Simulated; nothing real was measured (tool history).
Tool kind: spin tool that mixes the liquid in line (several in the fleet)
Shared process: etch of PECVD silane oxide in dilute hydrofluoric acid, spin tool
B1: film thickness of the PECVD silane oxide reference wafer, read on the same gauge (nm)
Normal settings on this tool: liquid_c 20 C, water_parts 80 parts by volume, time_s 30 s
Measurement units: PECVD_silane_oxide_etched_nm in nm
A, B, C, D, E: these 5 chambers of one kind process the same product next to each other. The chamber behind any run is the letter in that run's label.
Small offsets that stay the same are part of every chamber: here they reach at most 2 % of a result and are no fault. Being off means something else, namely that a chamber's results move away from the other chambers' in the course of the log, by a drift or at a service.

Run 1A, hour 5.4: usual settings; B1 150.03. Result: PECVD_silane_oxide_etched_nm 13.328 nm.
Run 2C, hour 13: usual settings; B1 150.05. Result: PECVD_silane_oxide_etched_nm 13.178 nm.
Run 3B, hour 19: usual settings; B1 150.01. Result: PECVD_silane_oxide_etched_nm 13.527 nm.
Run 4E, hour 26.4: usual settings; B1 150.01. Result: PECVD_silane_oxide_etched_nm 13.196 nm.
Run 5D, hour 34.6: usual settings but time_s 20 s; B1 149.98. Result: PECVD_silane_oxide_etched_nm 8.7964 nm.
Run 6D, hour 40.7: usual settings but time_s 20 s; B1 150.04. Result: PECVD_silane_oxide_etched_nm 8.8955 nm.
Run 7E, hour 46.1: usual settings but time_s 20 s; B1 150.03. Result: PECVD_silane_oxide_etched_nm 8.7879 nm.
Run 8A, hour 54.4: usual settings but time_s 20 s; B1 149.96. Result: PECVD_silane_oxide_etched_nm 8.8655 nm.
Run 9B, hour 62.2: usual settings but time_s 20 s; B1 150.01. Result: PECVD_silane_oxide_etched_nm 9.0298 nm.
Run 10C, hour 70.4: usual settings; B1 150.03. Result: PECVD_silane_oxide_etched_nm 13.343 nm.
Run 11B, hour 79.7: usual settings but water_parts 60 parts by volume, time_s 15 s; B1 149.99. Result: PECVD_silane_oxide_etched_nm 9.2744 nm.
Run 12D, hour 91.6: usual settings but water_parts 60 parts by volume, time_s 15 s; B1 149.99. Result: PECVD_silane_oxide_etched_nm 9.0339 nm.
Run 13C, hour 98.4: usual settings but water_parts 60 parts by volume, time_s 15 s; B1 150. Result: PECVD_silane_oxide_etched_nm 9.0552 nm.
Run 14E, hour 108.3: usual settings but water_parts 60 parts by volume, time_s 15 s; B1 150.01. Result: PECVD_silane_oxide_etched_nm 8.9986 nm.
Run 15A, hour 117.5: usual settings but water_parts 60 parts by volume, time_s 15 s; B1 150.02. Result: PECVD_silane_oxide_etched_nm 9.0895 nm.
Run 16B, hour 128.1: usual settings; B1 149.99. Result: PECVD_silane_oxide_etched_nm 13.573 nm.
Run 17D, hour 139.9: usual settings; B1 149.97. Result: PECVD_silane_oxide_etched_nm 13.141 nm.
Run 18C, hour 150.1: usual settings; B1 149.99. Result: PECVD_silane_oxide_etched_nm 13.226 nm.
Run 19E, hour 155.9: usual settings; B1 150. Result: PECVD_silane_oxide_etched_nm 13.31 nm.
Run 20A, hour 161.6: usual settings; B1 149.96. Result: PECVD_silane_oxide_etched_nm 13.381 nm.
Run 21E, hour 167: usual settings; B1 150.01. Result: PECVD_silane_oxide_etched_nm 13.158 nm.
Run 22D, hour 173.9: usual settings; B1 150.03. Result: PECVD_silane_oxide_etched_nm 13.216 nm.
Run 23C, hour 180.6: usual settings; B1 150. Result: PECVD_silane_oxide_etched_nm 13.178 nm.
Run 24B, hour 191.8: usual settings; B1 150.02. Result: PECVD_silane_oxide_etched_nm 13.576 nm.
At hour 193.9: chamber D: hydrofluoric acid flow meter replaced.
Run 25A, hour 200.7: usual settings; B1 150.03. Result: PECVD_silane_oxide_etched_nm 13.25 nm.
Run 26A, hour 208: usual settings; B1 150.06. Result: PECVD_silane_oxide_etched_nm 13.256 nm.
Run 27B, hour 216.8: usual settings but time_s 20 s; B1 149.98. Result: PECVD_silane_oxide_etched_nm 9.0087 nm.
At hour 221.1: chamber A: thermometer replaced.
Run 28E, hour 228.2: usual settings but time_s 20 s; B1 149.98. Result: PECVD_silane_oxide_etched_nm 8.8484 nm.
Run 29C, hour 237.8: usual settings but time_s 20 s; B1 150.05. Result: PECVD_silane_oxide_etched_nm 8.7994 nm.
Run 30D, hour 246.7: usual settings but time_s 20 s; B1 150. Result: PECVD_silane_oxide_etched_nm 8.8428 nm.
Run 31C, hour 258.5: usual settings but time_s 20 s; B1 150.01. Result: PECVD_silane_oxide_etched_nm 8.8316 nm.
Run 32D, hour 268.5: usual settings; B1 150. Result: PECVD_silane_oxide_etched_nm 13.157 nm.
Run 33B, hour 274.4: usual settings; B1 150.01. Result: PECVD_silane_oxide_etched_nm 13.583 nm.
Run 34E, hour 284.5: usual settings; B1 149.97. Result: PECVD_silane_oxide_etched_nm 13.095 nm.
Run 35A, hour 296.1: usual settings but water_parts 65 parts by volume; B1 150.02. Result: PECVD_silane_oxide_etched_nm 16.634 nm.
Run 36D, hour 305.3: usual settings but water_parts 65 parts by volume; B1 149.98. Result: PECVD_silane_oxide_etched_nm 16.468 nm.
Run 37C, hour 312.8: usual settings but water_parts 65 parts by volume; B1 150. Result: PECVD_silane_oxide_etched_nm 16.601 nm.

Is one chamber out of step, is the gauge drifting, or do the chambers differ by no more than their own small offsets? For an off chamber, give its letter and the likeliest cause.

The fleet is healthy, with each chamber sitting at its usual small offset and no drift in the gauge.
